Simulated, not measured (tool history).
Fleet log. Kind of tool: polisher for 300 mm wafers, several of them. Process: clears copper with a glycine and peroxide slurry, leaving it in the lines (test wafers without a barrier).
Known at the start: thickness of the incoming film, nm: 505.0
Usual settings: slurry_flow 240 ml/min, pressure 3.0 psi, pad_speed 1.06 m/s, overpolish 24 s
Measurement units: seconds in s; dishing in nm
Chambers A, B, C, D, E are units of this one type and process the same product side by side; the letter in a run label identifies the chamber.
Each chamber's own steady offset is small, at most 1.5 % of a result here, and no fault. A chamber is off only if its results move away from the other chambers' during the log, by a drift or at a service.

run    day  slurry_flow  pressure  pad_speed  overpolish  seconds  dishing
 1E  0.208          240       3.0       1.06          24   94.449   72.217
 2A  0.525          240       3.0       1.06          24   92.693   73.103
 3C  0.888          240       3.0       1.06          24   94.050   76.006
     0.917  -- chamber B: worn pad replaced by a new one
     1.158  -- chamber D: worn pad replaced by a new one
     1.238  -- chamber C: worn pad replaced by a new one
 4B  1.242          240       3.0       1.06          24   94.404   71.316
 5D  1.517          240       3.0       1.06          24   93.495   73.026
 6C  1.729          240       3.0       1.06          24   94.427   73.552
 7A  1.917          240       3.0       1.06          24   93.989   68.657
     2.283  -- chamber A: worn pad replaced by a new one
 8D  2.304          240       3.0       1.06          24   93.024   72.940
 9E  2.512          240       3.0       1.06          24   93.146   72.599
10B  2.708          240       3.0       1.06          24   91.725   72.972
     2.758  -- chamber E: slurry nozzle cleaned
     2.846  -- chamber C: slurry nozzle cleaned
11C  2.988          240       3.0       1.06          24   95.078   76.701
12A  3.204          240       3.0       1.06          24   90.648   75.563
13D  3.542          240       3.0       1.06          24   92.976   77.027
14E  3.838          240       3.0       1.06          24   96.340   73.245
     4.088  -- chamber B: worn pad replaced by a new one
15B  4.204          240       3.0       1.06          24   92.568   70.563
16E  4.471          240       3.0       1.06          24   97.666   71.422
17B  4.821          205       3.0       1.06          24   94.976   70.754
18D  5.133          205       3.0       1.06          24   94.733   74.858
     5.450  -- chamber C: worn pad replaced by a new one
19C  5.450          205       3.0       1.06          24   96.230   73.439
     5.462  -- chamber A: head pressure recalibrated
20A  5.825          205       3.0       1.06          24   95.556   73.934
21A  6.129          205       3.0       1.06          24   95.248   71.920
     6.242  -- chamber A: worn pad replaced by a new one
22B  6.379          240       3.0       1.06          24   92.318   73.129
23C  6.571          240       3.0       1.06          24   94.408   75.936
24D  6.883          240       3.5       0.74          24  111.170   69.803
     6.946  -- chamber B: worn pad replaced by a new one
     7.083  -- chamber D: slurry nozzle cleaned
25E  7.233          240       3.5       0.74          24  119.860   60.875
     7.558  -- chamber D: worn pad replaced by a new one
26B  7.604          240       3.5       0.74          24  109.450   69.029
27D  7.792          240       3.5       0.74          24  110.010   70.277
28C  8.033          240       3.5       0.74          24  113.520   66.922
29E  8.225          240       3.0       1.06          24  104.730   67.639
30A  8.408          240       3.0       1.06          24   93.504   75.227
31B  8.700          240       3.0       1.06          24   92.060   76.360

Is one chamber out of step, is the gauge drifting, or do the chambers differ by no more than their own small offsets? For an off chamber, give its letter and the likeliest cause.

It is chamber E that slowly wanders off from its peers.
Likeliest cause: removal rate lost through wear of the pad, % = 12.6.
The log might look much the same if the cause were instead: head's pressure below its setpoint, %.

Chamber E could run next with any of the 4 candidate recipes listed below; each alters the usual settings, and their results appear as question marks. Which one brings its results back in line with what the other chambers deliver on the usual settings?
In line means no further than this from the other chambers' mean on the usual settings: seconds 3.500 s; dishing 6.300 nm
32E-1  8.979          245       3.2       1.16          24        ?        ?
32E-2  8.979          240       2.9       1.02          24        ?        ?
32E-3  8.979          240       3.1       1.10          24        ?        ?
32E-4  8.979          235       2.8       0.96          24        ?        ?

The mean the other chambers reach with the usual settings: seconds 93.451 s; dishing 74.168 nm
  run  seconds  dishing
32E-1   94.200   71.553
32E-2  114.150   62.130
32E-3  101.440   67.863
32E-4  123.690   58.488
With 32E-1, the chamber falls back in line with the rest.

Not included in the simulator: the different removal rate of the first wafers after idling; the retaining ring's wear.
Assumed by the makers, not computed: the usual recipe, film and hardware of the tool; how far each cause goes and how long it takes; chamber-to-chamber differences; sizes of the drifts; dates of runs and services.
